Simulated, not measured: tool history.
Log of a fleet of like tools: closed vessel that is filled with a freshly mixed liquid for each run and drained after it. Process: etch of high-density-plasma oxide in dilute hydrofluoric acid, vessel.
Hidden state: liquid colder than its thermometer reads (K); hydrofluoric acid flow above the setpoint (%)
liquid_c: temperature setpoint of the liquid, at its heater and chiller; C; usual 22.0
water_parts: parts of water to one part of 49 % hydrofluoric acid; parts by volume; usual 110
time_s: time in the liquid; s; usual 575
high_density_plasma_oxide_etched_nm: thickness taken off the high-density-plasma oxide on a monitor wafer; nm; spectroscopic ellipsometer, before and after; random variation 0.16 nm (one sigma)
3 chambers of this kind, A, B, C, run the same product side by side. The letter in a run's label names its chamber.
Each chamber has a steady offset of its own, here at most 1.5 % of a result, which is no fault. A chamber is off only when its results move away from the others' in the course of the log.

run	hour	liquid_c	water_parts	time_s	hours since the thermometer was replaced	hours since the hydrofluoric acid flow meter was replaced	read-back film thickness of the high-density-plasma oxide reference wafer, read on the same gauge (nm)	high_density_plasma_oxide_etched_nm
1B	8.3	22.0	110	575	1788.0	247.6	60.027	24.296
# hour 16.4: chamber A: thermometer replaced
2C	17.3	22.0	110	575	514.1	555.1	59.941	24.428
3A	29.3	22.0	110	575	13.0	693.5	60.034	24.367
4A	36.4	22.0	110	575	20.1	700.6	60.006	24.431
5C	45.7	22.0	110	575	542.5	583.5	60.001	24.672
6B	53.8	22.0	110	575	1833.5	293.1	59.969	24.362
7B	59.9	26.0	140	575	1839.6	299.2	59.999	21.570
8A	67.1	26.0	140	575	50.8	731.3	59.971	21.896
9C	73.1	26.0	140	575	569.9	610.9	60.017	21.836
10A	82.5	22.0	110	575	66.2	746.7	59.993	24.432
11C	93.7	26.0	110	575	590.5	631.5	60.027	29.081
12B	100.1	26.0	110	575	1879.8	339.4	60.036	28.256
13A	112.3	26.0	110	575	96.0	776.5	60.039	28.406
14C	119.3	22.0	110	575	616.1	657.1	59.943	24.601
15B	129.4	22.0	110	575	1909.1	368.7	60.029	24.445
16A	138.1	22.0	110	240	121.8	802.3	59.978	10.213
17B	148.7	22.0	110	240	1928.4	388.0	60.035	10.289
# hour 150.6: chamber B: thermometer replaced
18C	154.3	22.0	110	240	651.1	692.1	59.958	10.318
19B	166.4	22.0	110	575	15.9	405.7	59.960	24.658
20A	175.8	20.0	130	575	159.5	840.0	59.991	18.747
21C	183.1	20.0	130	575	679.9	720.9	60.004	18.731
22C	193.3	20.0	130	575	690.1	731.1	59.962	18.817
23A	204.7	22.0	110	575	188.4	868.9	59.983	24.393
24B	213.8	22.0	110	575	63.3	453.1	60.005	24.841
25C	225.2	22.0	110	575	722.0	763.0	60.028	24.770
26A	232.7	22.0	110	575	216.4	896.9	59.995	24.123
27B	241.0	22.0	110	575	90.5	480.3	60.049	24.860
28B	253.4	22.0	110	575	102.9	492.7	60.017	24.671
29A	263.1	22.0	110	575	246.8	927.3	60.013	24.782
30C	271.0	17.5	110	575	767.8	808.8	60.012	20.603
31C	277.9	17.5	110	575	774.7	815.7	60.001	20.510
32B	285.3	17.5	110	575	134.8	524.6	59.964	21.014
33A	295.5	20.0	110	735	279.2	959.7	59.983	29.317
34B	305.3	20.0	110	735	154.8	544.6	60.052	29.806
35C	316.6	20.0	110	735	813.4	854.4	60.003	29.404
36A	324.9	22.0	110	575	308.6	989.1	59.997	24.734
37B	337.5	22.0	110	575	187.0	576.8	60.008	25.392
38A	350.4	24.5	110	575	334.1	1014.6	60.051	27.183
39C	357.0	24.5	110	575	853.8	894.8	59.999	27.476
40B	364.9	24.5	110	575	214.4	604.2	60.038	27.800
41A	373.5	22.0	110	575	357.2	1037.7	59.992	24.451
42C	381.4	22.0	110	575	878.2	919.2	60.009	24.634
43B	391.8	22.0	110	575	241.3	631.1	60.007	25.247

Next, every chamber runs the same settings. What will each give?
44A	401.2	22.0	110	575				?
44B	401.2	22.0	110	575				?
44C	401.2	22.0	110	575				?

run	high_density_plasma_oxide_etched_nm
44A	24.542
44B	25.416
44C	24.693
